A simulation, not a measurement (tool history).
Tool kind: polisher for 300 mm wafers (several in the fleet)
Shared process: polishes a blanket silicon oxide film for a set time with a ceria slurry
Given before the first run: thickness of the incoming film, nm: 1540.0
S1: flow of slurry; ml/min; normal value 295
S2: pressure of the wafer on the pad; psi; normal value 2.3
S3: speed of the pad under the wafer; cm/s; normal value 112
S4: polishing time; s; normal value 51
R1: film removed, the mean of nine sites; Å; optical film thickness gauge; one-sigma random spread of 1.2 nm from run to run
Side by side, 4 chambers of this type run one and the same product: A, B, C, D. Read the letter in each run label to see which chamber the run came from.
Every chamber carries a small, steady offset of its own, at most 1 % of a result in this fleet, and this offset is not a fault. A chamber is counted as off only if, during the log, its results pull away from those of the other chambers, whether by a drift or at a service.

run	hour	S1	S2	S3	S4	R1
# hour 0.7: chamber B: worn pad replaced by a new one
1D	6	295	2.3	112	51	1538.9
2B	10.2	295	2.3	112	51	1540.5
3C	15.2	295	2.3	112	51	1528
4A	20.3	295	2.3	112	51	1535.7
5C	25.4	295	2.3	112	51	1517.1
6A	33.9	295	2.3	112	51	1546.9
7B	42.7	295	2.3	112	51	1553.9
8D	46.9	295	2.3	112	51	1556.6
9A	55.2	295	2.3	112	51	1555.7
# hour 60.5: chamber B: slurry nozzle cleaned
10C	63.4	295	2.3	112	51	1508.8
11B	68	295	2.3	132	51	1815.7
# hour 71.4: chamber D: slurry nozzle cleaned
# hour 75.2: chamber D: worn pad replaced by a new one
12D	76.9	295	2.3	132	51	1833.6
13C	82.9	295	2.3	132	51	1774.8
14D	89.4	295	2.3	132	51	1826.1
15B	98.2	295	2.3	112	51	1535.2
16A	102.9	295	2.3	112	51	1556.9
17C	111.3	295	2.3	144	66	2498.1
18A	118.5	295	2.3	144	66	2571.5
19D	124.8	295	2.3	144	66	2579.9
# hour 128.7: chamber A: worn pad replaced by a new one
20B	131	295	2.3	144	66	2528.2
21A	138.3	295	2.3	112	51	1558.4
22D	145.1	295	2.3	112	51	1527.1
23C	152.1	295	2.3	112	51	1486.6
24B	160.8	295	2.3	112	51	1535
25D	166.5	295	2.3	112	51	1559.6
26B	172.9	295	2.3	112	51	1518
# hour 178.3: chamber D: worn pad replaced by a new one
# hour 178.8: chamber B: worn pad replaced by a new one
27C	181.2	295	2.3	112	51	1467.4
28A	187.9	295	2.3	112	51	1532.7
29D	194.1	295	2.3	112	51	1563.3
30B	201.6	295	2.3	112	51	1521.4

Next, every chamber runs the same settings. What will each give?
31A	208.4	295	2.3	112	51	?
31B	208.4	295	2.3	112	51	?
31C	208.4	295	2.3	112	51	?
31D	208.4	295	2.3	112	51	?

run	R1
31A	1538.3
31B	1538.6
31C	1458
31D	1562.5
